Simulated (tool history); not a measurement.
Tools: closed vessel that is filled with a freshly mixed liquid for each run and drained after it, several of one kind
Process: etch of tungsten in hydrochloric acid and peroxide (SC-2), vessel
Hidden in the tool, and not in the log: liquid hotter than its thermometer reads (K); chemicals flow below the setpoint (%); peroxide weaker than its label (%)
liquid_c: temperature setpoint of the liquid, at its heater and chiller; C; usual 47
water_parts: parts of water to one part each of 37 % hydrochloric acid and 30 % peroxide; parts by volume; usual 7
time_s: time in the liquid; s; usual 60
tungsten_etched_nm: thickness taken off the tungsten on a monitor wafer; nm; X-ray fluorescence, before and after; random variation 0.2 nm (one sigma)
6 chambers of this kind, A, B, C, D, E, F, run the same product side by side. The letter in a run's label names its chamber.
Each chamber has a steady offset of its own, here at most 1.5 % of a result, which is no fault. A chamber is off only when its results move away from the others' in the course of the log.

run,hour,liquid_c,water_parts,time_s,hours since the thermometer was replaced,hours since the chemicals flow meter was replaced,hours since the drum of peroxide was connected,"read-back film thickness of the tungsten reference wafer, read on the same gauge (nm)",tungsten_etched_nm
1B,15.1,47,7,60,402.5,778.1,200.4,79.992,20.159
# hour 25.3: chamber E: new drum of peroxide connected
2F,28.8,47,7,60,144.2,279.6,1098.6,79.969,20.714
3E,44.0,47,7,60,1411.2,287.3,18.8,80.008,20.512
4C,58.3,47,7,60,383.1,1004.3,296.5,80.036,20.571
5D,67.4,47,7,60,108.8,378.3,221.9,80.020,20.506
6A,81.7,47,7,60,725.0,924.4,506.7,79.975,20.152
7A,92.7,47,7,60,736.0,935.4,517.7,79.986,20.237
8B,107.8,47,7,60,495.2,870.8,293.1,80.015,20.678
9C,118.8,47,7,60,443.6,1064.8,357.0,79.978,20.304
10E,127.8,47,7,60,1495.0,371.1,102.6,79.991,20.422
11F,138.0,47,7,60,253.4,388.8,1207.8,80.014,20.909
# hour 140.9: chamber F: new drum of peroxide connected
12D,150.3,47,7,60,191.7,461.2,304.8,79.984,20.616
13E,158.2,47,7,60,1525.4,401.5,133.0,80.006,20.647
# hour 164.2: chamber C: new drum of peroxide connected
14D,172.6,47,7,60,214.0,483.5,327.1,79.991,20.534
15F,181.6,47,7,60,297.0,432.4,40.7,79.971,20.364
16C,196.3,47,7,60,521.1,1142.3,32.1,79.984,20.732
# hour 197.7: chamber A: chemicals flow meter replaced
17B,205.8,47,7,60,593.2,968.8,391.1,79.974,20.219
18A,220.6,47,7,60,863.9,23.0,645.6,79.987,20.338
19A,228.6,47,7,60,871.9,31.0,653.6,79.973,20.466
20C,241.7,47,7,60,566.5,1187.7,77.5,80.003,20.623
21F,255.8,47,7,60,371.2,506.6,114.9,79.977,20.767
22B,265.1,47,7,60,652.5,1028.1,450.4,80.022,20.196
23D,273.2,47,7,60,314.6,584.1,427.7,79.963,20.875
24E,283.2,47,7,60,1650.4,526.5,258.0,79.954,20.775
25C,298.2,47,7,60,623.0,1244.2,134.0,79.992,20.651
26D,310.1,47,7,60,351.5,621.0,464.6,80.028,20.271
27A,324.7,39,5,60,968.0,127.1,749.7,79.965,14.978
28F,336.6,39,5,60,452.0,587.4,195.7,79.979,14.980
29B,351.8,39,5,60,739.2,1114.8,537.1,80.008,14.822
30E,362.0,39,5,60,1729.2,605.3,336.8,80.006,14.979
31B,372.9,39,5,60,760.3,1135.9,558.2,79.943,14.984
32A,382.5,39,5,60,1025.8,184.9,807.5,79.971,14.721
33C,397.0,47,7,60,721.8,1343.0,232.8,80.009,20.260
34E,403.7,47,7,60,1770.9,647.0,378.5,80.045,21.003
35D,411.9,55,7,50,453.3,722.8,566.4,79.990,28.900
36F,421.1,55,7,50,536.5,671.9,280.2,79.997,29.372
# hour 422.6: chamber A: new drum of peroxide connected
37E,433.8,55,7,50,1801.0,677.1,408.6,80.003,30.369
38D,448.1,55,7,50,489.5,759.0,602.6,79.976,28.723
39A,459.0,55,7,50,1102.3,261.4,36.5,80.046,28.620
40C,473.2,55,7,50,798.0,1419.2,309.0,79.956,29.231
41B,485.4,47,7,60,872.8,1248.4,670.7,79.981,20.006
42F,496.4,47,7,60,611.8,747.2,355.5,80.082,20.699
43F,505.2,47,7,60,620.6,756.0,364.3,79.972,20.438
44E,515.3,47,7,60,1882.5,758.6,490.1,80.002,21.412

Is one chamber off against the others, does the gauge drift, or is nothing wrong? If a chamber is off, say which, and what the likeliest cause is.

Chamber E drifts away from the others.
Cause: liquid hotter than its thermometer reads (K) = 0.881.
The log may not tell that from: chemicals flow above the setpoint (%).

Here are 4 candidates for chamber E's next run, each the usual settings with a change, their results left as question marks. Which one brings its results back in line with what the others give on the usual settings?
In line means no further than this from the other chambers' mean on the usual settings: tungsten_etched_nm 0.700 nm
45E-1,526.3,48.5,7.0,60,,,,,?
45E-2,526.3,47.0,6.5,60,,,,,?
45E-3,526.3,47.0,7.5,60,,,,,?
45E-4,526.3,45.5,7.0,60,,,,,?

The other chambers' mean on the usual settings: tungsten_etched_nm 20.424 nm
run,tungsten_etched_nm
45E-1,23.671
45E-2,22.635
45E-3,20.241
45E-4,19.276
45E-3 brings the chamber back in line.

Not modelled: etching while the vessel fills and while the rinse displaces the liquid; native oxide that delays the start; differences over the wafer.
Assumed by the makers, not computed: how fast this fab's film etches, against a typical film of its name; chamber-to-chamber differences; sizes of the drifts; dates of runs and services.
